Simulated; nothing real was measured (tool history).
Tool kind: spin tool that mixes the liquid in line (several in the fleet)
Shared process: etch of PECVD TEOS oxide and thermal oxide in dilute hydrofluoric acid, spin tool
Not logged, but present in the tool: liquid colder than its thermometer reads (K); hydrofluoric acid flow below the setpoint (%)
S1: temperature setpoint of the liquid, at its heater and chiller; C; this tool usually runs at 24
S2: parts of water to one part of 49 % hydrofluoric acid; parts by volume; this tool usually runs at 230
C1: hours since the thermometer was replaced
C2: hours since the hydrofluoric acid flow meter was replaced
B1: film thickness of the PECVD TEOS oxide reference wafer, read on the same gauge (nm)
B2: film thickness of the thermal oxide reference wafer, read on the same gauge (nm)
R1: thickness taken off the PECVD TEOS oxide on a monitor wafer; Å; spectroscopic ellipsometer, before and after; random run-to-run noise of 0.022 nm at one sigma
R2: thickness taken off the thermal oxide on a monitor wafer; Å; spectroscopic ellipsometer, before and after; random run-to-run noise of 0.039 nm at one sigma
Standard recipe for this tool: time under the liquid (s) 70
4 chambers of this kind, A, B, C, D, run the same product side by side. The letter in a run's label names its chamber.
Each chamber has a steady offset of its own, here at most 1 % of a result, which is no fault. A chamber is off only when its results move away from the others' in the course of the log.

{"run": "1A", "day": 0.208, "S1": 24, "S2": 230, "time under the liquid (s)": 70, "C1": 1738.6, "C2": 903.3, "B1": 69.996, "B2": 120.0, "R1": 69.405, "R2": 11.829}
{"run": "2B", "day": 0.371, "S1": 24, "S2": 230, "time under the liquid (s)": 70, "C1": 625.7, "C2": 29.6, "B1": 69.986, "B2": 119.93, "R1": 69.25, "R2": 12.647}
{"run": "3D", "day": 0.571, "S1": 24, "S2": 230, "time under the liquid (s)": 70, "C1": 677.1, "C2": 270.4, "B1": 69.989, "B2": 120.0, "R1": 69.513, "R2": 11.988}
{"run": "4C", "day": 0.675, "S1": 24, "S2": 230, "time under the liquid (s)": 70, "C1": 2002.2, "C2": 198.2, "B1": 70.005, "B2": 120.03, "R1": 68.826, "R2": 11.886}
{"run": "5A", "day": 0.875, "S1": 24, "S2": 230, "time under the liquid (s)": 70, "C1": 1754.6, "C2": 919.3, "B1": 70.018, "B2": 120.02, "R1": 69.684, "R2": 11.488}
{"run": "6D", "day": 0.971, "S1": 24, "S2": 145, "time under the liquid (s)": 70, "C1": 686.7, "C2": 280.0, "B1": 70.005, "B2": 120.03, "R1": 119.47, "R2": 21.875}
{"day": 1.042, "done": "chamber D: thermometer replaced"}
{"run": "7B", "day": 1.146, "S1": 24, "S2": 145, "time under the liquid (s)": 70, "C1": 644.3, "C2": 48.2, "B1": 70.001, "B2": 120.06, "R1": 121.27, "R2": 20.919}
{"run": "8C", "day": 1.338, "S1": 24, "S2": 145, "time under the liquid (s)": 70, "C1": 2018.1, "C2": 214.1, "B1": 70.0, "B2": 120.01, "R1": 121.62, "R2": 20.168}
{"run": "9B", "day": 1.446, "S1": 24, "S2": 145, "time under the liquid (s)": 70, "C1": 651.5, "C2": 55.4, "B1": 69.992, "B2": 120.05, "R1": 121.11, "R2": 21.3}
{"run": "10A", "day": 1.558, "S1": 24, "S2": 230, "time under the liquid (s)": 70, "C1": 1771.0, "C2": 935.7, "B1": 69.982, "B2": 119.96, "R1": 69.84, "R2": 11.276}
{"run": "11C", "day": 1.675, "S1": 24, "S2": 230, "time under the liquid (s)": 105, "C1": 2026.2, "C2": 222.2, "B1": 69.993, "B2": 120.01, "R1": 103.12, "R2": 19.266}
{"run": "12D", "day": 1.871, "S1": 24, "S2": 230, "time under the liquid (s)": 105, "C1": 19.9, "C2": 301.6, "B1": 70.003, "B2": 119.99, "R1": 103.26, "R2": 17.895}
{"run": "13C", "day": 2.075, "S1": 24, "S2": 230, "time under the liquid (s)": 105, "C1": 2035.8, "C2": 231.8, "B1": 69.998, "B2": 120.06, "R1": 103.14, "R2": 17.652}
{"run": "14B", "day": 2.225, "S1": 24, "S2": 230, "time under the liquid (s)": 105, "C1": 670.2, "C2": 74.1, "B1": 70.001, "B2": 120.03, "R1": 104.16, "R2": 18.294}
{"run": "15A", "day": 2.325, "S1": 24, "S2": 230, "time under the liquid (s)": 70, "C1": 1789.4, "C2": 954.1, "B1": 70.007, "B2": 120.03, "R1": 69.462, "R2": 12.228}
{"run": "16D", "day": 2.517, "S1": 24, "S2": 230, "time under the liquid (s)": 70, "C1": 35.4, "C2": 317.1, "B1": 70.005, "B2": 120.01, "R1": 69.298, "R2": 11.749}
{"run": "17D", "day": 2.692, "S1": 24, "S2": 230, "time under the liquid (s)": 70, "C1": 39.6, "C2": 321.3, "B1": 69.996, "B2": 120.02, "R1": 68.865, "R2": 11.551}
{"run": "18C", "day": 2.788, "S1": 24, "S2": 230, "time under the liquid (s)": 70, "C1": 2052.9, "C2": 248.9, "B1": 70.004, "B2": 119.96, "R1": 69.059, "R2": 11.576}
{"run": "19B", "day": 2.896, "S1": 24, "S2": 230, "time under the liquid (s)": 70, "C1": 686.3, "C2": 90.2, "B1": 69.992, "B2": 120.02, "R1": 69.225, "R2": 12.512}
{"run": "20A", "day": 3.088, "S1": 24, "S2": 230, "time under the liquid (s)": 70, "C1": 1807.7, "C2": 972.4, "B1": 70.0, "B2": 120.0, "R1": 69.809, "R2": 12.28}
{"run": "21C", "day": 3.271, "S1": 24, "S2": 230, "time under the liquid (s)": 70, "C1": 2064.5, "C2": 260.5, "B1": 69.984, "B2": 120.02, "R1": 69.144, "R2": 11.754}
{"run": "22B", "day": 3.392, "S1": 24, "S2": 190, "time under the liquid (s)": 70, "C1": 698.2, "C2": 102.1, "B1": 69.994, "B2": 120.01, "R1": 87.926, "R2": 15.556}
{"run": "23D", "day": 3.488, "S1": 24, "S2": 190, "time under the liquid (s)": 70, "C1": 58.7, "C2": 340.4, "B1": 70.022, "B2": 119.95, "R1": 86.914, "R2": 15.318}
{"run": "24A", "day": 3.688, "S1": 24, "S2": 190, "time under the liquid (s)": 70, "C1": 1822.1, "C2": 986.8, "B1": 70.024, "B2": 119.98, "R1": 87.939, "R2": 14.878}
{"run": "25C", "day": 3.796, "S1": 24, "S2": 190, "time under the liquid (s)": 70, "C1": 2077.1, "C2": 273.1, "B1": 70.016, "B2": 119.95, "R1": 87.267, "R2": 14.851}

Each of the 4 chambers runs these same settings next. Fill in every chamber's results:
{"run": "26A", "day": 3.946, "S1": 24, "S2": 290, "time under the liquid (s)": 70, "R1": "?", "R2": "?"}
{"run": "26B", "day": 3.946, "S1": 24, "S2": 290, "time under the liquid (s)": 70, "R1": "?", "R2": "?"}
{"run": "26C", "day": 3.946, "S1": 24, "S2": 290, "time under the liquid (s)": 70, "R1": "?", "R2": "?"}
{"run": "26D", "day": 3.946, "S1": 24, "S2": 290, "time under the liquid (s)": 70, "R1": "?", "R2": "?"}

run=26A R1=51.529 R2=9.0449
run=26B R1=51.526 R2=8.6132
run=26C R1=51.284 R2=8.7225
run=26D R1=51.689 R2=8.9662
